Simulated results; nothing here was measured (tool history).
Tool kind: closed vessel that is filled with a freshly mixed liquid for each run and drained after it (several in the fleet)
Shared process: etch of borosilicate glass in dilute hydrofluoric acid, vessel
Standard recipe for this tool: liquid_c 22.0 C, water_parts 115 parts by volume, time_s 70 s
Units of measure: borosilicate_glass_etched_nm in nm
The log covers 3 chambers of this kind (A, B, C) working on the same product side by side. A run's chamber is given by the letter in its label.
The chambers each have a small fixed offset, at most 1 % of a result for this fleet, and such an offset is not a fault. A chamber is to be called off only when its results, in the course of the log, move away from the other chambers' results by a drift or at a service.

run   hour  liquid_c  water_parts  time_s  read-back film thickness of the borosilicate glass reference wafer, read on the same gauge (nm)  borosilicate_glass_etched_nm
 1B   14.3      22.0          115      70                                                                                           50.032                        22.030
      14.8  -- chamber A: thermometer replaced
 2C   25.9      22.0          115      70                                                                                           50.031                        22.527
 3A   37.6      22.0          115      70                                                                                           50.010                        22.367
 4B   48.5      22.0          115      70                                                                                           50.009                        22.648
 5A   64.1      22.0          115      70                                                                                           49.982                        22.560
 6C   79.2      22.0          115      70                                                                                           50.018                        22.348
 7B   89.2      22.0          115      70                                                                                           49.994                        22.253
 8C  101.7      22.0          115      70                                                                                           50.001                        22.369
 9A  110.2      22.0          115      70                                                                                           50.006                        22.132
10A  124.6      22.0          115      70                                                                                           50.015                        22.410
11C  133.5      25.0           85      70                                                                                           49.982                        35.506
12B  147.9      25.0           85      70                                                                                           50.007                        35.095
13B  159.3      25.0           85      70                                                                                           49.993                        35.686
14A  170.9      22.0          115      70                                                                                           49.991                        22.724
15C  181.7      22.0          115      70                                                                                           49.997                        22.674
16C  196.9      22.0          115      70                                                                                           49.991                        22.603
17A  209.2      22.0          115      70                                                                                           49.979                        22.153
18B  224.9      18.0          115      90                                                                                           50.031                        24.629
19C  233.9      18.0          115      90                                                                                           50.032                        24.851
20A  248.5      18.0          115      90                                                                                           50.015                        24.566
21B  263.8      22.0          115      70                                                                                           49.986                        22.209
22C  277.5      22.0          115      70                                                                                           50.027                        23.256
     278.0  -- chamber B: hydrofluoric acid flow meter replaced
23B  288.1      22.0          115      70                                                                                           49.998                        22.250
24A  299.1      24.5          115     110                                                                                           50.010                        38.632
25B  311.3      24.5          115     110                                                                                           50.010                        38.326
26C  319.2      24.5          115     110                                                                                           49.997                        40.633
27A  330.2      22.0          115      70                                                                                           49.994                        22.281
     335.6  -- chamber C: thermometer replaced
28B  345.0      22.0          115      70                                                                                           49.996                        22.583
29C  358.5      22.0          115      70                                                                                           50.011                        23.874
30A  365.3      22.0          115      70                                                                                           50.003                        22.385
31C  377.7      22.0          115      70                                                                                           50.007                        23.854
32B  389.9      22.0          115      70                                                                                           49.999                        22.119
33A  404.2      22.0          115      70                                                                                           49.996                        22.129
34C  411.8      22.0          115      70                                                                                           49.996                        24.050
35B  425.1      22.0          115      70                                                                                           50.006                        21.937
36A  436.5      22.0          115      70                                                                                           49.987                        22.511
37C  449.3      22.0          115      70                                                                                           49.983                        23.424
38A  461.3      22.0          115      70                                                                                           49.999                        22.642
39B  477.1      22.0          115      70                                                                                           50.011                        22.093
     479.4  -- chamber B: thermometer replaced
40C  488.9      22.0          115      70                                                                                           49.997                        23.964
41A  501.8      22.0          115      70                                                                                           49.991                        22.950
42B  515.6      25.0          135      70                                                                                           49.998                        20.861
43A  528.9      25.0          135      70                                                                                           49.986                        20.964
44C  541.1      25.0          135      70                                                                                           50.015                        22.639

Next, every chamber runs the same settings. What will each give?
45A  552.4      22.0           65      70                                                                                                                              ?
45B  552.4      22.0           65      70                                                                                                                              ?
45C  552.4      22.0           65      70                                                                                                                              ?

run  borosilicate_glass_etched_nm
45A                        42.119
45B                        42.490
45C                        45.165
